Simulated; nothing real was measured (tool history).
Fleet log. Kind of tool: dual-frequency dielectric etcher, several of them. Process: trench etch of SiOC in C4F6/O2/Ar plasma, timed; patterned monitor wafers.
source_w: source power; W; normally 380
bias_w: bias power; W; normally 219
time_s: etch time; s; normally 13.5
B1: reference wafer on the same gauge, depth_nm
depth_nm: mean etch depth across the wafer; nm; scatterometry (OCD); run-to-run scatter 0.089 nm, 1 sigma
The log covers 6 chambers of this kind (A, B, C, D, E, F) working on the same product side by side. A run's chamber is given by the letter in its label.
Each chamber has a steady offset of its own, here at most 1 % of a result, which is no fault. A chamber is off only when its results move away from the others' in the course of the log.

run 1C hour=5.3 | source_w=380 bias_w=219 time_s=13.5 | B1=26.096 | depth_nm=29.601
-- hour=8 chamber C: wet clean of the chamber
run 2F hour=9.2 | source_w=380 bias_w=219 time_s=13.5 | B1=26.086 | depth_nm=29.265
run 3A hour=13.3 | source_w=380 bias_w=219 time_s=13.5 | B1=26.106 | depth_nm=29.258
run 4D hour=18.9 | source_w=380 bias_w=219 time_s=13.5 | B1=26.108 | depth_nm=29.16
run 5E hour=22.3 | source_w=380 bias_w=219 time_s=13.5 | B1=26.098 | depth_nm=29.17
run 6B hour=26.9 | source_w=380 bias_w=219 time_s=13.5 | B1=26.089 | depth_nm=29.089
run 7C hour=29.9 | source_w=380 bias_w=219 time_s=13.5 | B1=26.089 | depth_nm=29.557
run 8F hour=34 | source_w=380 bias_w=219 time_s=13.5 | B1=26.11 | depth_nm=29.116
run 9E hour=39.1 | source_w=380 bias_w=219 time_s=13.5 | B1=26.078 | depth_nm=29.242
run 10B hour=42.2 | source_w=380 bias_w=219 time_s=13.5 | B1=26.121 | depth_nm=29.103
run 11A hour=47.8 | source_w=460 bias_w=219 time_s=13.5 | B1=26.092 | depth_nm=31.355
-- hour=53.4 chamber F: wet clean of the chamber
run 12D hour=53.4 | source_w=460 bias_w=219 time_s=13.5 | B1=26.116 | depth_nm=31.529
run 13D hour=57 | source_w=460 bias_w=219 time_s=13.5 | B1=26.093 | depth_nm=31.374
run 14C hour=59.5 | source_w=460 bias_w=219 time_s=13.5 | B1=26.103 | depth_nm=31.833
run 15F hour=64.1 | source_w=460 bias_w=219 time_s=13.5 | B1=26.108 | depth_nm=32.627
run 16E hour=68.2 | source_w=460 bias_w=219 time_s=13.5 | B1=26.109 | depth_nm=31.366
run 17A hour=73.2 | source_w=380 bias_w=219 time_s=15 | B1=26.112 | depth_nm=32.389
run 18B hour=78.3 | source_w=380 bias_w=219 time_s=15 | B1=26.114 | depth_nm=32.186
run 19A hour=80.9 | source_w=380 bias_w=219 time_s=15 | B1=26.102 | depth_nm=32.22
run 20D hour=84.1 | source_w=380 bias_w=219 time_s=15 | B1=26.105 | depth_nm=32.389
run 21C hour=87.1 | source_w=380 bias_w=219 time_s=15 | B1=26.08 | depth_nm=32.773
run 22E hour=90.8 | source_w=380 bias_w=219 time_s=15 | B1=26.091 | depth_nm=32.477
run 23F hour=93.7 | source_w=380 bias_w=219 time_s=13.5 | B1=26.094 | depth_nm=30.256
run 24B hour=97.8 | source_w=380 bias_w=219 time_s=13.5 | B1=26.108 | depth_nm=29.134
run 25A hour=101.3 | source_w=380 bias_w=219 time_s=13.5 | B1=26.106 | depth_nm=28.983
run 26C hour=106.1 | source_w=380 bias_w=219 time_s=13.5 | B1=26.115 | depth_nm=29.545
run 27F hour=109.7 | source_w=380 bias_w=219 time_s=13.5 | B1=26.093 | depth_nm=30.123
run 28E hour=114.5 | source_w=380 bias_w=219 time_s=13.5 | B1=26.101 | depth_nm=29.135
run 29B hour=118.7 | source_w=380 bias_w=200 time_s=16 | B1=26.085 | depth_nm=33.564
run 30D hour=122.5 | source_w=380 bias_w=200 time_s=16 | B1=26.116 | depth_nm=33.822
run 31C hour=125.5 | source_w=380 bias_w=200 time_s=16 | B1=26.11 | depth_nm=33.958
run 32A hour=131.1 | source_w=380 bias_w=200 time_s=16 | B1=26.082 | depth_nm=33.271
run 33D hour=134.4 | source_w=380 bias_w=200 time_s=16 | B1=26.107 | depth_nm=33.731
run 34E hour=138.1 | source_w=380 bias_w=200 time_s=16 | B1=26.1 | depth_nm=33.538
run 35B hour=142.5 | source_w=380 bias_w=219 time_s=13.5 | B1=26.099 | depth_nm=29.014
run 36F hour=146.6 | source_w=380 bias_w=219 time_s=13.5 | B1=26.101 | depth_nm=30.251

One chamber off, gauge drift, or nothing amiss beyond the chambers' own small offsets? If it is a chamber, which one, and what is the likeliest cause?

Chamber F came out of a service off from its peers and stayed that way.
Likeliest cause: etch rate over this chamber's usual, % = 3.4.

Below are 4 candidate recipes for chamber F's next run, each the usual settings with a change, their results shown as question marks. Which of them brings F's results back in line with what the other chambers give on the usual settings?
In line here means within this much of the mean the other chambers give on the usual settings: depth_nm 0.31 nm
run 37F-1 hour=150.8 | source_w=370 bias_w=219 time_s=13 | depth_nm=?
run 37F-2 hour=150.8 | source_w=400 bias_w=228 time_s=13.5 | depth_nm=?
run 37F-3 hour=150.8 | source_w=390 bias_w=221 time_s=14 | depth_nm=?
run 37F-4 hour=150.8 | source_w=360 bias_w=210 time_s=13.5 | depth_nm=?

What the other chambers average on the usual settings: depth_nm 29.225 nm
run=37F-1 depth_nm=28.766
run=37F-2 depth_nm=31.202
run=37F-3 depth_nm=31.715
run=37F-4 depth_nm=29.152
The answer is 37F-4, which returns the chamber to within the allowed miss of the others.

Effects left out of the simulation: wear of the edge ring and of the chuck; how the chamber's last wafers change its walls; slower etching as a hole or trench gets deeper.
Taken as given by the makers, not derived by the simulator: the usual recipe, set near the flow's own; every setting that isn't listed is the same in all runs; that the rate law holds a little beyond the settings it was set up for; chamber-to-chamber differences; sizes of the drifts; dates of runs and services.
